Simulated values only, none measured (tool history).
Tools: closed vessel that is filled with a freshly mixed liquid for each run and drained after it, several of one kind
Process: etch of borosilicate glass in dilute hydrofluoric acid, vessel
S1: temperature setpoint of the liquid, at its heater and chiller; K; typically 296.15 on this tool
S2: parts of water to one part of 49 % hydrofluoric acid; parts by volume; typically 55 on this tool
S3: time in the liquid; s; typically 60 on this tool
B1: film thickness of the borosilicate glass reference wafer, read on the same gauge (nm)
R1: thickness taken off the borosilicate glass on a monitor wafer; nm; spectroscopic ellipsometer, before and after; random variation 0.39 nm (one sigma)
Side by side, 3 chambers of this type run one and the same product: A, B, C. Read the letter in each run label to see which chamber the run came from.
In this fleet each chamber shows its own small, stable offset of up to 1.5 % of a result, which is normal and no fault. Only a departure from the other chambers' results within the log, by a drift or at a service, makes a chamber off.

run,hour,S1,S2,S3,B1,R1
1A,8.1,296.15,55,60,69.983,56.474
2B,18.2,296.15,55,60,69.99,57.113
3C,28.9,296.15,55,60,69.966,56.907
4C,36.4,296.15,55,60,70.039,56.471
5B,44.9,296.15,55,60,70.05,57.475
6A,56.3,296.15,55,60,69.981,56.731
7A,65.4,296.15,55,60,69.986,57.353
8C,73.6,296.15,55,60,69.967,55.817
# hour 79: chamber A: thermometer replaced
9B,81.1,296.15,55,60,69.994,57.594
10A,91.1,296.15,55,60,69.973,56.126
11B,98.7,296.15,55,60,70.005,59.093
12C,104.5,291.65,55,60,69.986,46.395
13B,110.2,291.65,55,60,70.02,47.885
14C,121.9,291.65,55,60,69.973,46.358
15A,130,296.15,55,60,69.962,56.054
16B,135.4,296.15,55,60,69.978,59.708
17C,142.3,296.15,55,60,69.958,56.635
18A,147.9,296.15,55,60,70.071,55.687
19B,154.2,296.15,55,60,69.993,60.106
20A,159.4,296.15,55,60,69.994,56.541
21C,167.6,296.15,55,60,70.053,56.66
22B,172.8,296.15,55,60,69.984,60.803
23A,181.3,296.15,55,60,69.981,56.196
24C,190.7,296.15,55,60,70.031,57.123
25B,202.6,296.15,55,60,70.005,59.957
26A,213.4,296.15,55,60,70.015,55.912
27C,218.9,296.15,55,60,70.007,55.652
28C,224.7,296.15,55,60,69.926,56.381
29B,231,296.15,55,60,70,61.295

Each of the 3 chambers runs these same settings next. Fill in every chamber's results:
30A,239.5,296.15,55,60,,?
30B,239.5,296.15,55,60,,?
30C,239.5,296.15,55,60,,?

run,R1
30A,56.88
30B,62.178
30C,56.218
